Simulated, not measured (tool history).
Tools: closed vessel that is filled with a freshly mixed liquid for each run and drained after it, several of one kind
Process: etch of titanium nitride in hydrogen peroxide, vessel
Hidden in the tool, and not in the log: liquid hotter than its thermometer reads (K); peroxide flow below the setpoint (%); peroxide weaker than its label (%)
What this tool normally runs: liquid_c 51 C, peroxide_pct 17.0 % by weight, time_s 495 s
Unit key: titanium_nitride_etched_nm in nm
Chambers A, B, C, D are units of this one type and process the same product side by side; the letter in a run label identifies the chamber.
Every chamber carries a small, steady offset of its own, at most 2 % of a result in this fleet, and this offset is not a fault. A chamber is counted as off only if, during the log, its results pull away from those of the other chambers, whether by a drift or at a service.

run	day	liquid_c	peroxide_pct	time_s	hours since the thermometer was replaced	hours since the peroxide flow meter was replaced	hours since the drum of peroxide was connected	read-back film thickness of the titanium nitride reference wafer, read on the same gauge (nm)	titanium_nitride_etched_nm
1A	0.433	51	17.0	495	136.9	327.4	35.1	79.965	42.378
2C	0.692	51	17.0	495	573.7	1454.1	711.0	80.017	41.874
3B	1.133	51	17.0	495	792.6	869.6	626.5	79.986	42.378
4D	1.629	51	17.0	495	1527.4	503.8	290.7	80.021	42.335
5C	1.879	51	17.0	495	602.2	1482.6	739.5	79.986	42.043
6B	2.325	51	19.5	275	821.2	898.2	655.1	79.985	24.084
7A	2.712	51	19.5	275	191.6	382.1	89.8	79.986	24.209
8D	2.996	51	19.5	275	1560.2	536.6	323.5	80.017	24.651
9B	3.367	51	19.5	275	846.2	923.2	680.1	79.982	24.506
10D	3.617	51	17.0	495	1575.1	551.5	338.4	80.047	43.693
11A	3.942	51	17.0	495	221.1	411.6	119.3	80.030	43.077
12C	4.312	51	17.0	495	660.6	1541.0	797.9	79.984	41.703
13B	4.596	51	17.0	495	875.7	952.7	709.6	80.021	42.509
14D	4.812	51	17.0	495	1603.8	580.2	367.1	79.993	43.546
15C	5.112	51	17.0	495	679.8	1560.2	817.1	79.982	42.235
16A	5.417	51	17.0	495	256.5	447.0	154.7	79.984	42.359
17C	5.750	51	17.0	495	695.1	1575.5	832.4	80.019	41.937
18D	5.996	51	17.0	495	1632.2	608.6	395.5	80.011	44.539
19B	6.429	51	17.0	495	919.7	996.7	753.6	79.989	42.436
20A	6.846	51	17.0	495	290.8	481.3	189.0	80.025	42.578
21C	7.242	51	17.0	495	730.9	1611.3	868.2	79.982	41.665
22A	7.612	51	17.0	495	309.2	499.7	207.4	79.995	42.247
23D	7.846	51	17.0	495	1676.6	653.0	439.9	80.007	44.893
24B	8.146	51	17.0	495	960.9	1037.9	794.8	80.007	42.617

What goes on in this fleet: one chamber off, a drifting gauge, or nothing beyond the chambers' own small offsets? Name the chamber and the cause, if any.

Little by little, chamber D moves away from the other chambers.
Likeliest cause: liquid hotter than its thermometer reads (K) = 0.95.

Below are 4 candidate recipes for chamber D's next run, each the usual settings with a change, their results shown as question marks. Which of them brings D's results back in line with what the other chambers give on the usual settings?
To be in line, a result may differ from the other chambers' mean on the usual settings by at most: titanium_nitride_etched_nm 0.900 nm
25D-1	8.500	50.5	17.0	480					?
25D-2	8.500	51.0	17.0	485					?
25D-3	8.500	51.0	22.5	495					?
25D-4	8.500	51.0	19.0	495					?

Other chambers, usual settings, mean: titanium_nitride_etched_nm 42.318 nm
run	titanium_nitride_etched_nm
25D-1	42.338
25D-2	44.367
25D-3	48.117
25D-4	46.381
25D-1 puts the chamber back in line with the other chambers.
